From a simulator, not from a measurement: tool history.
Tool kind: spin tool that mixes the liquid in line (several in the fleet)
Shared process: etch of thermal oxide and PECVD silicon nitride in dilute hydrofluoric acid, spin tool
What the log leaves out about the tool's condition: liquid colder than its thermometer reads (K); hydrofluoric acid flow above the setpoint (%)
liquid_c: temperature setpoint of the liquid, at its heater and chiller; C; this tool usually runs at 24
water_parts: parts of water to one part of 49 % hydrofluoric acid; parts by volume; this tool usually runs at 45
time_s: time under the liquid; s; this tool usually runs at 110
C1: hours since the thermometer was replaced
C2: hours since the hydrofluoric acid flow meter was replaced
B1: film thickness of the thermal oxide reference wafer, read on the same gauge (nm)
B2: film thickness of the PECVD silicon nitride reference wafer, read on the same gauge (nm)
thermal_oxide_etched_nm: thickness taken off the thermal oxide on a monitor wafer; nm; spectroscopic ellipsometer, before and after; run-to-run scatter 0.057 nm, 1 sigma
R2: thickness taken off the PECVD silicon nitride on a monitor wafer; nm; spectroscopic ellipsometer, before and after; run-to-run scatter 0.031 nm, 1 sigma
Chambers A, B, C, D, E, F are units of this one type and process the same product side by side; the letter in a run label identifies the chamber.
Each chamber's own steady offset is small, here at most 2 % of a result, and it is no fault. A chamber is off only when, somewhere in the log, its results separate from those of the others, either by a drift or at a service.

run 1F hour=4.6 | liquid_c=24 water_parts=45 time_s=110 | C1=249.2 C2=1349.5 | B1=60.012 B2=120.02 | thermal_oxide_etched_nm=12.409 R2=6.7618
run 2B hour=8.7 | liquid_c=24 water_parts=45 time_s=110 | C1=1721.5 C2=708.6 | B1=60.025 B2=119.99 | thermal_oxide_etched_nm=12.473 R2=6.5723
run 3E hour=14.6 | liquid_c=24 water_parts=45 time_s=110 | C1=720.2 C2=395.1 | B1=59.989 B2=120.00 | thermal_oxide_etched_nm=12.572 R2=6.7561
run 4D hour=18.0 | liquid_c=24 water_parts=45 time_s=110 | C1=1459.5 C2=102.7 | B1=60.036 B2=120.00 | thermal_oxide_etched_nm=12.551 R2=6.7815
run 5A hour=21.8 | liquid_c=24 water_parts=45 time_s=110 | C1=197.7 C2=95.2 | B1=60.020 B2=120.02 | thermal_oxide_etched_nm=12.395 R2=6.7425
run 6C hour=27.2 | liquid_c=24 water_parts=45 time_s=110 | C1=206.8 C2=1978.4 | B1=60.002 B2=120.02 | thermal_oxide_etched_nm=12.636 R2=6.7656
run 7E hour=33.1 | liquid_c=24 water_parts=45 time_s=110 | C1=738.7 C2=413.6 | B1=60.030 B2=120.01 | thermal_oxide_etched_nm=12.584 R2=6.7620
run 8C hour=39.0 | liquid_c=24 water_parts=45 time_s=110 | C1=218.6 C2=1990.2 | B1=60.011 B2=120.00 | thermal_oxide_etched_nm=12.711 R2=6.7681
run 9D hour=41.8 | liquid_c=24 water_parts=45 time_s=110 | C1=1483.3 C2=126.5 | B1=60.006 B2=119.98 | thermal_oxide_etched_nm=12.502 R2=6.7925
run 10A hour=47.4 | liquid_c=24 water_parts=45 time_s=110 | C1=223.3 C2=120.8 | B1=60.001 B2=120.00 | thermal_oxide_etched_nm=12.380 R2=6.8420
run 11F hour=51.4 | liquid_c=24 water_parts=45 time_s=110 | C1=296.0 C2=1396.3 | B1=60.045 B2=120.00 | thermal_oxide_etched_nm=12.435 R2=6.7015
run 12B hour=57.4 | liquid_c=24 water_parts=45 time_s=110 | C1=1770.2 C2=757.3 | B1=59.990 B2=120.02 | thermal_oxide_etched_nm=12.346 R2=6.5950
run 13C hour=62.6 | liquid_c=24 water_parts=45 time_s=110 | C1=242.2 C2=2013.8 | B1=60.004 B2=120.01 | thermal_oxide_etched_nm=12.632 R2=6.7093
run 14B hour=67.5 | liquid_c=24 water_parts=45 time_s=110 | C1=1780.3 C2=767.4 | B1=60.009 B2=120.01 | thermal_oxide_etched_nm=12.427 R2=6.5767
run 15D hour=72.8 | liquid_c=24 water_parts=45 time_s=110 | C1=1514.3 C2=157.5 | B1=59.973 B2=119.98 | thermal_oxide_etched_nm=12.550 R2=6.6248
run 16E hour=77.4 | liquid_c=24 water_parts=45 time_s=110 | C1=783.0 C2=457.9 | B1=60.043 B2=120.00 | thermal_oxide_etched_nm=12.504 R2=6.7380
run 17A hour=83.4 | liquid_c=24 water_parts=45 time_s=110 | C1=259.3 C2=156.8 | B1=59.998 B2=120.01 | thermal_oxide_etched_nm=12.479 R2=6.8058
run 18F hour=89.2 | liquid_c=24 water_parts=45 time_s=110 | C1=333.8 C2=1434.1 | B1=60.033 B2=120.02 | thermal_oxide_etched_nm=12.580 R2=6.6925
run 19E hour=93.9 | liquid_c=24 water_parts=45 time_s=110 | C1=799.5 C2=474.4 | B1=60.010 B2=120.00 | thermal_oxide_etched_nm=12.427 R2=6.7181
-- hour=98.1 chamber E: thermometer replaced
run 20B hour=99.5 | liquid_c=24 water_parts=45 time_s=110 | C1=1812.3 C2=799.4 | B1=60.002 B2=119.98 | thermal_oxide_etched_nm=12.416 R2=6.6123
run 21C hour=103.3 | liquid_c=24 water_parts=45 time_s=110 | C1=282.9 C2=2054.5 | B1=59.950 B2=120.02 | thermal_oxide_etched_nm=12.584 R2=6.7654
run 22A hour=107.8 | liquid_c=24 water_parts=45 time_s=110 | C1=283.7 C2=181.2 | B1=60.028 B2=120.01 | thermal_oxide_etched_nm=12.331 R2=6.7772
run 23D hour=111.2 | liquid_c=24 water_parts=45 time_s=110 | C1=1552.7 C2=195.9 | B1=60.012 B2=120.00 | thermal_oxide_etched_nm=12.540 R2=6.6764
run 24F hour=117.5 | liquid_c=24 water_parts=45 time_s=110 | C1=362.1 C2=1462.4 | B1=60.002 B2=120.00 | thermal_oxide_etched_nm=12.422 R2=6.7291
run 25D hour=122.3 | liquid_c=24 water_parts=45 time_s=110 | C1=1563.8 C2=207.0 | B1=60.029 B2=120.02 | thermal_oxide_etched_nm=12.482 R2=6.6928
run 26C hour=126.0 | liquid_c=24 water_parts=45 time_s=110 | C1=305.6 C2=2077.2 | B1=60.014 B2=120.02 | thermal_oxide_etched_nm=12.675 R2=6.7685
run 27F hour=129.9 | liquid_c=24 water_parts=45 time_s=110 | C1=374.5 C2=1474.8 | B1=59.989 B2=119.99 | thermal_oxide_etched_nm=12.486 R2=6.7127
-- hour=133.3 chamber E: hydrofluoric acid flow meter replaced
run 28A hour=135.6 | liquid_c=24 water_parts=45 time_s=110 | C1=311.5 C2=209.0 | B1=60.021 B2=119.98 | thermal_oxide_etched_nm=12.316 R2=6.7948
run 29B hour=139.6 | liquid_c=24 water_parts=45 time_s=110 | C1=1852.4 C2=839.5 | B1=60.022 B2=120.01 | thermal_oxide_etched_nm=12.343 R2=6.6210
run 30E hour=145.5 | liquid_c=24 water_parts=45 time_s=110 | C1=47.5 C2=12.2 | B1=59.987 B2=120.00 | thermal_oxide_etched_nm=12.416 R2=6.7210
-- hour=148.2 chamber B: thermometer replaced
run 31D hour=151.7 | liquid_c=24 water_parts=45 time_s=110 | C1=1593.2 C2=236.4 | B1=60.030 B2=120.01 | thermal_oxide_etched_nm=12.480 R2=6.7151
run 32F hour=154.7 | liquid_c=24 water_parts=45 time_s=110 | C1=399.3 C2=1499.6 | B1=59.971 B2=120.01 | thermal_oxide_etched_nm=12.396 R2=6.7318
run 33B hour=159.4 | liquid_c=24 water_parts=45 time_s=110 | C1=11.3 C2=859.3 | B1=59.983 B2=119.98 | thermal_oxide_etched_nm=12.442 R2=6.6425
run 34A hour=162.3 | liquid_c=24 water_parts=45 time_s=110 | C1=338.2 C2=235.7 | B1=60.023 B2=120.01 | thermal_oxide_etched_nm=12.432 R2=6.7744
run 35E hour=167.2 | liquid_c=24 water_parts=45 time_s=110 | C1=69.2 C2=33.9 | B1=59.980 B2=119.98 | thermal_oxide_etched_nm=12.529 R2=6.7392
run 36C hour=171.7 | liquid_c=24 water_parts=45 time_s=110 | C1=351.3 C2=2122.9 | B1=60.027 B2=120.00 | thermal_oxide_etched_nm=12.691 R2=6.7560
run 37F hour=175.2 | liquid_c=24 water_parts=45 time_s=110 | C1=419.8 C2=1520.1 | B1=59.985 B2=119.99 | thermal_oxide_etched_nm=12.530 R2=6.6897
run 38D hour=178.5 | liquid_c=24 water_parts=45 time_s=110 | C1=1620.0 C2=263.2 | B1=59.962 B2=120.01 | thermal_oxide_etched_nm=12.534 R2=6.6699
run 39C hour=184.5 | liquid_c=24 water_parts=45 time_s=110 | C1=364.1 C2=2135.7 | B1=60.000 B2=119.99 | thermal_oxide_etched_nm=12.603 R2=6.7801
run 40E hour=188.2 | liquid_c=24 water_parts=45 time_s=110 | C1=90.2 C2=54.9 | B1=59.963 B2=120.02 | thermal_oxide_etched_nm=12.429 R2=6.7047

Read the log: is a single chamber off, either drifting away or since a service, is the gauge that measures every chamber drifting, or is nothing wrong beyond small per-chamber offsets? Name any odd chamber and what most likely caused it.

Nothing is wrong: each chamber keeps only its own small, steady offset and the gauge holds still.

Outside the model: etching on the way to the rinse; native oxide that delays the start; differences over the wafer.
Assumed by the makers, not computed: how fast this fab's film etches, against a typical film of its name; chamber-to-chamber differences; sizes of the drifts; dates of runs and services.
